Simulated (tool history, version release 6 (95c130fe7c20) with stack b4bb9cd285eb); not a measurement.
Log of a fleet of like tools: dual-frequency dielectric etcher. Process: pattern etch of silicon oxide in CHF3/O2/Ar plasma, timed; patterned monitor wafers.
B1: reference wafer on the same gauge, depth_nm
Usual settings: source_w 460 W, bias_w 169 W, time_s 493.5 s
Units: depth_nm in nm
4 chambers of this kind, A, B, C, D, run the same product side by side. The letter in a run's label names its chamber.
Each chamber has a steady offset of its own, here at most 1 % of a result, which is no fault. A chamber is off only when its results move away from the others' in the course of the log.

{"run": "1D", "day": 0.312, "source_w": 460, "bias_w": 169, "time_s": 493.5, "B1": 887.9, "depth_nm": 863.95}
{"run": "2B", "day": 0.612, "source_w": 460, "bias_w": 169, "time_s": 493.5, "B1": 887.53, "depth_nm": 855.61}
{"run": "3A", "day": 1.012, "source_w": 460, "bias_w": 169, "time_s": 493.5, "B1": 888.4, "depth_nm": 851.85}
{"run": "4C", "day": 1.358, "source_w": 460, "bias_w": 169, "time_s": 493.5, "B1": 888.15, "depth_nm": 872.01}
{"run": "5C", "day": 1.754, "source_w": 460, "bias_w": 169, "time_s": 493.5, "B1": 888.67, "depth_nm": 875.93}
{"day": 1.958, "done": "chamber C: wet clean of the chamber"}
{"day": 2.204, "done": "chamber D: wet clean of the chamber"}
{"run": "6B", "day": 2.292, "source_w": 460, "bias_w": 169, "time_s": 493.5, "B1": 888.36, "depth_nm": 859.04}
{"run": "7D", "day": 2.646, "source_w": 530, "bias_w": 169, "time_s": 615.5, "B1": 888.87, "depth_nm": 1142.8}
{"run": "8A", "day": 3.217, "source_w": 530, "bias_w": 169, "time_s": 615.5, "B1": 887.14, "depth_nm": 1124.9}
{"run": "9D", "day": 3.842, "source_w": 530, "bias_w": 169, "time_s": 615.5, "B1": 887.95, "depth_nm": 1137.7}
{"run": "10C", "day": 4.25, "source_w": 530, "bias_w": 169, "time_s": 615.5, "B1": 888.56, "depth_nm": 1147.1}
{"run": "11B", "day": 4.538, "source_w": 460, "bias_w": 169, "time_s": 493.5, "B1": 887.86, "depth_nm": 859.47}
{"day": 4.567, "done": "chamber B: source power generator calibrated"}
{"run": "12A", "day": 4.875, "source_w": 460, "bias_w": 169, "time_s": 493.5, "B1": 889.11, "depth_nm": 857.23}
{"run": "13B", "day": 5.221, "source_w": 460, "bias_w": 194, "time_s": 493.5, "B1": 887.74, "depth_nm": 898.17}
{"run": "14C", "day": 5.821, "source_w": 460, "bias_w": 194, "time_s": 493.5, "B1": 887.75, "depth_nm": 907.94}
{"run": "15D", "day": 6.396, "source_w": 460, "bias_w": 194, "time_s": 493.5, "B1": 888.93, "depth_nm": 912.86}
{"run": "16A", "day": 6.9, "source_w": 460, "bias_w": 194, "time_s": 493.5, "B1": 887.84, "depth_nm": 891.65}
{"run": "17B", "day": 7.225, "source_w": 560, "bias_w": 169, "time_s": 631.5, "B1": 887.92, "depth_nm": 1181.3}
{"run": "18A", "day": 7.804, "source_w": 560, "bias_w": 169, "time_s": 631.5, "B1": 889.18, "depth_nm": 1185.4}
{"run": "19C", "day": 8.112, "source_w": 560, "bias_w": 169, "time_s": 631.5, "B1": 889.74, "depth_nm": 1199.7}
{"run": "20D", "day": 8.662, "source_w": 560, "bias_w": 169, "time_s": 631.5, "B1": 887.55, "depth_nm": 1199.6}
{"run": "21A", "day": 8.962, "source_w": 460, "bias_w": 169, "time_s": 493.5, "B1": 888.1, "depth_nm": 861.68}
{"day": 9.258, "done": "chamber D: source power generator calibrated"}
{"run": "22B", "day": 9.529, "source_w": 460, "bias_w": 169, "time_s": 493.5, "B1": 888.31, "depth_nm": 866.43}
{"run": "23C", "day": 10.1, "source_w": 460, "bias_w": 169, "time_s": 493.5, "B1": 888.1, "depth_nm": 869.8}
{"run": "24D", "day": 10.654, "source_w": 460, "bias_w": 169, "time_s": 493.5, "B1": 888.11, "depth_nm": 871.04}
{"day": 10.8, "done": "chamber B: wet clean of the chamber"}
{"run": "25B", "day": 10.933, "source_w": 460, "bias_w": 169, "time_s": 493.5, "B1": 887.1, "depth_nm": 869.87}

Is one chamber off against the others, does the gauge drift, or is nothing wrong? If a chamber is off, say which, and what the likeliest cause is.

No chamber stands off beyond its own small offset, and the gauge holds steady.

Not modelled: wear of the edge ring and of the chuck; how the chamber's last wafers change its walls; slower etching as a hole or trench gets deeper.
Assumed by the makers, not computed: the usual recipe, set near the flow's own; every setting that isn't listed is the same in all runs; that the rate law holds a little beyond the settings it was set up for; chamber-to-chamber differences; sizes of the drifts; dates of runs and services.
